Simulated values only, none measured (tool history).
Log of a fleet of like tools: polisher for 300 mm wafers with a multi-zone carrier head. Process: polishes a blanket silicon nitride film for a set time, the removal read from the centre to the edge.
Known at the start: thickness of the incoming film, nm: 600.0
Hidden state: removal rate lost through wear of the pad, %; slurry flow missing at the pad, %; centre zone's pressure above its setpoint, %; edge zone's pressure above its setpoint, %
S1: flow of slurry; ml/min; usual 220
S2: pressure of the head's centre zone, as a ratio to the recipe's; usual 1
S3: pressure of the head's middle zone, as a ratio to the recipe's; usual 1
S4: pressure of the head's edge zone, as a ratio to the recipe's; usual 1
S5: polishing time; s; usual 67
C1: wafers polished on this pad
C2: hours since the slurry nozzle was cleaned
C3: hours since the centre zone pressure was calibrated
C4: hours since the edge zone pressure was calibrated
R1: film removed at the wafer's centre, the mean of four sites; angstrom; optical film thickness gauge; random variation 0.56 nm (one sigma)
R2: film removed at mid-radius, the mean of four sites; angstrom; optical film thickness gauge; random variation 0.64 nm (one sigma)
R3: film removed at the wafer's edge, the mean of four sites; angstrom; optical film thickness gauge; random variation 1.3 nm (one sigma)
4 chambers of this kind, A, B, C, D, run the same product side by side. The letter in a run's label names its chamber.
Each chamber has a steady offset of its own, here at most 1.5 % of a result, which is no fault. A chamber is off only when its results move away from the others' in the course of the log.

-- hour=4.5 chamber D: centre zone pressure recalibrated
run 1D hour=12.1 | S1=220 S2=1 S3=1 S4=1 S5=67 | C1=359 C2=273.5 C3=7.7 C4=933.3 | R1=915.38 R2=897.17 R3=892.01
run 2A hour=17.7 | S1=220 S2=1 S3=1 S4=1 S5=67 | C1=1359 C2=124.4 C3=592.8 C4=175.8 | R1=902.78 R2=909.13 R3=907.03
run 3C hour=29.9 | S1=220 S2=1 S3=1 S4=1 S5=67 | C1=602 C2=479.3 C3=375.5 C4=434.2 | R1=902.76 R2=904.15 R3=903.57
-- hour=39.2 chamber D: worn pad replaced by a new one
run 4B hour=40.8 | S1=220 S2=1 S3=1 S4=1 S5=67 | C1=381 C2=90.6 C3=714.4 C4=1362.7 | R1=899.84 R2=896.47 R3=917.94
-- hour=44.5 chamber A: worn pad replaced by a new one
run 5D hour=46.4 | S1=220 S2=1 S3=1 S4=1 S5=67 | C1=66 C2=307.8 C3=42 C4=967.6 | R1=910.83 R2=897.47 R3=913.25
-- hour=52 chamber C: edge zone pressure recalibrated
run 6A hour=55.9 | S1=220 S2=1 S3=1 S4=1 S5=67 | C1=104 C2=162.6 C3=631 C4=214 | R1=905.46 R2=914.26 R3=906.66
run 7C hour=66.7 | S1=220 S2=1 S3=1 S4=1 S5=67 | C1=940 C2=516.1 C3=412.3 C4=14.8 | R1=897.94 R2=895.88 R3=899.09
-- hour=66.8 chamber B: centre zone pressure recalibrated
-- hour=74.5 chamber A: centre zone pressure recalibrated
run 8B hour=76.9 | S1=220 S2=1 S3=1 S4=1 S5=67 | C1=713 C2=126.7 C3=10.1 C4=1398.8 | R1=896.38 R2=906.12 R3=885.26
run 9D hour=88.5 | S1=220 S2=1 S3=1 S4=1 S5=67 | C1=453 C2=349.9 C3=84.1 C4=1009.7 | R1=924.22 R2=909.19 R3=877.93
run 10B hour=97 | S1=220 S2=1 S3=1.12 S4=0.95 S5=67 | C1=898 C2=146.8 C3=30.2 C4=1418.9 | R1=898.49 R2=1005.3 R3=851.42
-- hour=102.2 chamber B: worn pad replaced by a new one
-- hour=104.9 chamber D: worn pad replaced by a new one
run 11C hour=105.1 | S1=220 S2=1 S3=1.12 S4=0.95 S5=67 | C1=1293 C2=554.5 C3=450.7 C4=53.2 | R1=899.78 R2=975.56 R3=868.76
run 12A hour=112 | S1=220 S2=1 S3=1.12 S4=0.95 S5=67 | C1=620 C2=218.7 C3=37.5 C4=270.1 | R1=889.21 R2=1001.3 R3=885.42
-- hour=116.4 chamber D: slurry nozzle cleaned
-- hour=117.2 chamber D: edge zone pressure recalibrated
run 13D hour=117.7 | S1=220 S2=1 S3=1.12 S4=0.95 S5=67 | C1=118 C2=1.4 C3=113.3 C4=0.6 | R1=919.33 R2=1007.4 R3=871.6
run 14A hour=126.6 | S1=220 S2=1 S3=1 S4=1 S5=67 | C1=755 C2=233.3 C3=52.1 C4=284.7 | R1=904.17 R2=898.66 R3=928.64
run 15B hour=136.1 | S1=195 S2=1 S3=1 S4=1 S5=81 | C1=312 C2=185.9 C3=69.3 C4=1458 | R1=1069 R2=1075.8 R3=1069.8
run 16C hour=143.9 | S1=195 S2=1 S3=1 S4=1 S5=81 | C1=1650 C2=593.3 C3=489.5 C4=92 | R1=1041.1 R2=1043 R3=1065.9
-- hour=146.1 chamber A: edge zone pressure recalibrated
run 17A hour=154.6 | S1=195 S2=1 S3=1 S4=1 S5=81 | C1=1012 C2=261.3 C3=80.1 C4=8.6 | R1=1070.5 R2=1085.8 R3=1081.4
-- hour=157.7 chamber D: worn pad replaced by a new one
run 18B hour=163.5 | S1=195 S2=1 S3=1 S4=1 S5=81 | C1=564 C2=213.3 C3=96.7 C4=1485.4 | R1=1071.2 R2=1086.1 R3=1076.8
run 19D hour=169.9 | S1=220 S2=1 S3=1 S4=1 S5=67 | C1=112 C2=53.6 C3=165.5 C4=52.8 | R1=912.6 R2=904.62 R3=867.47
run 20C hour=180.8 | S1=220 S2=1 S3=1 S4=1 S5=67 | C1=1989 C2=630.2 C3=526.4 C4=128.9 | R1=869.66 R2=871.51 R3=862.02
run 21A hour=189.6 | S1=220 S2=1 S3=1 S4=1 S5=67 | C1=1334 C2=296.3 C3=115.1 C4=43.6 | R1=893.81 R2=914.07 R3=934.22
-- hour=192.2 chamber A: worn pad replaced by a new one
run 22B hour=200.1 | S1=220 S2=1 S3=1 S4=1 S5=67 | C1=900 C2=249.9 C3=133.3 C4=1522 | R1=904.03 R2=902.73 R3=902.98
-- hour=201.6 chamber B: worn pad replaced by a new one
run 23C hour=209.5 | S1=220 S2=1 S3=0.92 S4=1 S5=47 | C1=2253 C2=658.9 C3=555.1 C4=157.6 | R1=611.09 R2=557.03 R3=615.34
-- hour=211.5 chamber D: worn pad replaced by a new one
run 24D hour=216 | S1=220 S2=1 S3=0.92 S4=1 S5=47 | C1=41 C2=99.7 C3=211.6 C4=98.9 | R1=636.56 R2=579.28 R3=619.34
run 25D hour=225.6 | S1=220 S2=1 S3=0.92 S4=1 S5=47 | C1=130 C2=109.3 C3=221.2 C4=108.5 | R1=637.58 R2=586.98 R3=623.73
run 26A hour=233.8 | S1=220 S2=1 S3=0.92 S4=1 S5=47 | C1=383 C2=340.5 C3=159.3 C4=87.8 | R1=630.53 R2=585.46 R3=647.49
run 27B hour=245.3 | S1=220 S2=1 S3=1 S4=1 S5=67 | C1=402 C2=295.1 C3=178.5 C4=1567.2 | R1=898.57 R2=902.81 R3=930.64
run 28C hour=252.1 | S1=220 S2=1 S3=1 S4=1 S5=67 | C1=2645 C2=701.5 C3=597.7 C4=200.2 | R1=848.92 R2=856.05 R3=821.27
-- hour=254 chamber C: slurry nozzle cleaned
run 29A hour=263.4 | S1=220 S2=0.91 S3=1 S4=0.92 S5=67 | C1=655 C2=370.1 C3=188.9 C4=117.4 | R1=807.25 R2=915.51 R3=874.65
run 30B hour=272 | S1=220 S2=0.91 S3=1 S4=0.92 S5=67 | C1=648 C2=321.8 C3=205.2 C4=1593.9 | R1=809.84 R2=906.19 R3=857.77
run 31C hour=278.3 | S1=220 S2=0.91 S3=1 S4=0.92 S5=67 | C1=2886 C2=24.3 C3=623.9 C4=226.4 | R1=758.56 R2=847.65 R3=812.62

Is one chamber off against the others, does the gauge drift, or is nothing wrong? If a chamber is off, say which, and what the likeliest cause is.

Chamber C drifts away from the others.
Cause: removal rate lost through wear of the pad, % = 6.88.

Here are 4 candidates for chamber C's next run, each the usual settings with a change, their results left as question marks. Which one brings its results back in line with what the others give on the usual settings?
In line means no further than this from the other chambers' mean on the usual settings: R1 20 angstrom; R2 22 angstrom; R3 46 angstrom
run 32C-1 hour=287 | S1=220 S2=1 S3=1 S4=1 S5=69 | R1=? R2=? R3=?
run 32C-2 hour=287 | S1=220 S2=1 S3=1 S4=1 S5=65 | R1=? R2=? R3=?
run 32C-3 hour=287 | S1=220 S2=1 S3=0.99 S4=1 S5=63 | R1=? R2=? R3=?
run 32C-4 hour=287 | S1=220 S2=1 S3=1.01 S4=1 S5=71 | R1=? R2=? R3=?

The other chambers' mean on the usual settings: R1 903.42 angstrom; R2 902.01 angstrom; R3 901.66 angstrom
run=32C-1 R1=868.07 R2=862.83 R3=872.55
run=32C-2 R1=817.74 R2=812.81 R3=821.96
run=32C-3 R1=792.52 R2=780.55 R3=796.79
run=32C-4 R1=893.3 R2=896 R3=897.71
32C-4 brings the chamber back in line.

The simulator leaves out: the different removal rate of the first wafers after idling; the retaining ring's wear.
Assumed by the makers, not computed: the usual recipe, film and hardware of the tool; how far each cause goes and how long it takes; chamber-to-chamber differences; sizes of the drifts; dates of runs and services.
